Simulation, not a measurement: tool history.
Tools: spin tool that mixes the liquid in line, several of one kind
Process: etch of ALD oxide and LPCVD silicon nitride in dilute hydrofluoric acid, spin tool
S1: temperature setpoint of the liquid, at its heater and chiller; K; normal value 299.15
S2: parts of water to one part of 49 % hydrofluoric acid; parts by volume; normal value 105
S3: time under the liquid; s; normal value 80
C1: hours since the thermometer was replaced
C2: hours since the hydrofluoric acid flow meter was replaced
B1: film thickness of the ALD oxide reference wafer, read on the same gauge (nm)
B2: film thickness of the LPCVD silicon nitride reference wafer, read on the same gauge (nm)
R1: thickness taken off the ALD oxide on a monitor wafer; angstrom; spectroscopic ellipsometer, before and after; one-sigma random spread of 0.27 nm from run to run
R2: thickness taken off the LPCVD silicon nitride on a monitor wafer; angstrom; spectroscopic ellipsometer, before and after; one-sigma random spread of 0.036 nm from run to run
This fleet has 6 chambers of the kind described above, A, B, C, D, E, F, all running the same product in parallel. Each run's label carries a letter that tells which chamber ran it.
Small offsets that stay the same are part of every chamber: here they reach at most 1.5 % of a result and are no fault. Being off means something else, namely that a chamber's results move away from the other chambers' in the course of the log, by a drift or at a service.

run   hour      S1   S2  S3      C1      C2      B1      B2      R1      R2
 1C   13.8  299.15  105  80   245.1   282.2  130.03  109.97  267.72   3.962
 2A   21.4  299.15  105  80   966.9  1365.3  129.98  109.98  264.27  3.4008
 3D   34.8  299.15  105  80   422.7   695.7     130     110   271.8  4.0819
 4B   47.6  299.15  105  80   380.9   645.3  129.97  110.02  269.47  3.7962
 5E   58.2  299.15  105  80   699.1  1473.7  129.98  110.03  262.33  3.5421
      61.4  -- chamber F: thermometer replaced
 6F   66.8  299.15  105  80     5.5   682.9  129.98     110  268.92  4.1195
 7B   81.3  299.15  105  80   414.6     679  130.01  109.99  268.49   3.332
      86.4  -- chamber A: hydrofluoric acid flow meter replaced
 8F   88.1  299.15  105  80    26.8   704.2  129.96  110.04  266.49  3.3382
 9C  102.4  299.15  105  80   333.7   370.8  129.98  109.95  267.14  3.7326
10E  116.2  299.15  105  80   757.1  1531.7  129.97  109.96  269.51  4.2017
11D  125.1  299.15  105  80     513     786  129.97  109.96  263.29  3.3226
12A  138.8  299.15  105  80  1084.3    52.4  129.96  110.01  267.51  3.8417
13A  145.2  299.15  105  80  1090.7    58.8  130.05  110.01  267.14  3.7769
14F  158.2  299.15  105  80    96.9   774.3     130  109.96  268.12  3.7008
     162.4  -- chamber C: hydrofluoric acid flow meter replaced
15C  171.4  299.15  105  80   402.7     9.1  129.97  110.02  265.32  3.5739
16E  181.7  299.15  105  80   822.6  1597.2  129.99  110.02  264.32  3.3705
17B  195.4  299.15  105  80   528.7   793.1  130.01  109.97  272.04  3.7749
18D  206.7  299.15  105  80   594.6   867.6  130.01  110.02  268.32  4.0067
19A    217  299.15  105  80  1162.5   130.6  130.02  110.02  262.15  3.5931
20D  225.9  299.15  105  80   613.8   886.8  129.98     110  267.71  3.7497
21B  236.8  299.15  105  80   570.1   834.5  129.96  109.99  275.91  3.2735
22E  248.3  299.15  105  80   889.2  1663.8     130  110.01  268.86  3.8354
23C  257.8  299.15  105  80   489.1    95.5  130.01  110.01  265.18  3.6217
24F  270.6  299.15  105  80   209.3   886.7     130  109.99  269.17  3.7845
25D  277.9  299.15  105  80   665.8   938.8  130.01  109.99  264.64  4.2262
26E  288.8  299.15  105  80   929.7  1704.3  129.97  109.99  268.19  4.1546
27C  303.2  299.15  105  80   534.5   140.9  130.03  109.97  262.22  3.2396
28F  311.8  299.15  105  80   250.5   927.9  129.97     110  271.24  3.5518
29A  324.8  299.15  105  80  1270.3   238.4  130.03  110.01  265.51  4.3525
30B  333.7  299.15  105  80     667   931.4  130.03  109.98  288.46   3.953
31B  342.4  299.15  105  80   675.7   940.1     130     110  287.06  4.3288
32F  355.1  299.15  105  80   293.8   971.2  129.99  109.97  266.83  3.9252
33A  365.7  299.15  105  80  1311.2   279.3  129.99  109.98  268.22  4.1999
34D  377.2  299.15  105  80   765.1  1038.1     130  110.01  268.85  3.2295
35C  389.2  299.15  105  80   620.5   226.9  129.98  109.97  267.16  3.4934
36E    403  299.15  105  80  1043.9  1818.5  130.03  109.99  268.36  3.3252
37A  411.1  299.15  105  80  1356.6   324.7  129.98     110  263.34   3.915
38B  420.9  299.15  105  80   754.2  1018.6  129.97     110  297.13  3.6036
39E  435.6  301.15   65  80  1076.5  1851.1  129.99     110  490.98  7.6032

Predict what each chamber gives when all 6 of them run the settings below next.
40A  446.1  299.15  105  80                   ?   ?
40B  446.1  299.15  105  80                   ?   ?
40C  446.1  299.15  105  80                   ?   ?
40D  446.1  299.15  105  80                   ?   ?
40E  446.1  299.15  105  80                   ?   ?
40F  446.1  299.15  105  80                   ?   ?

run      R1      R2
40A  265.68  3.9766
40B  304.22  4.0976
40C  266.18  4.1206
40D  266.88  3.6498
40E  264.77  3.7928
40F  268.69  4.3425
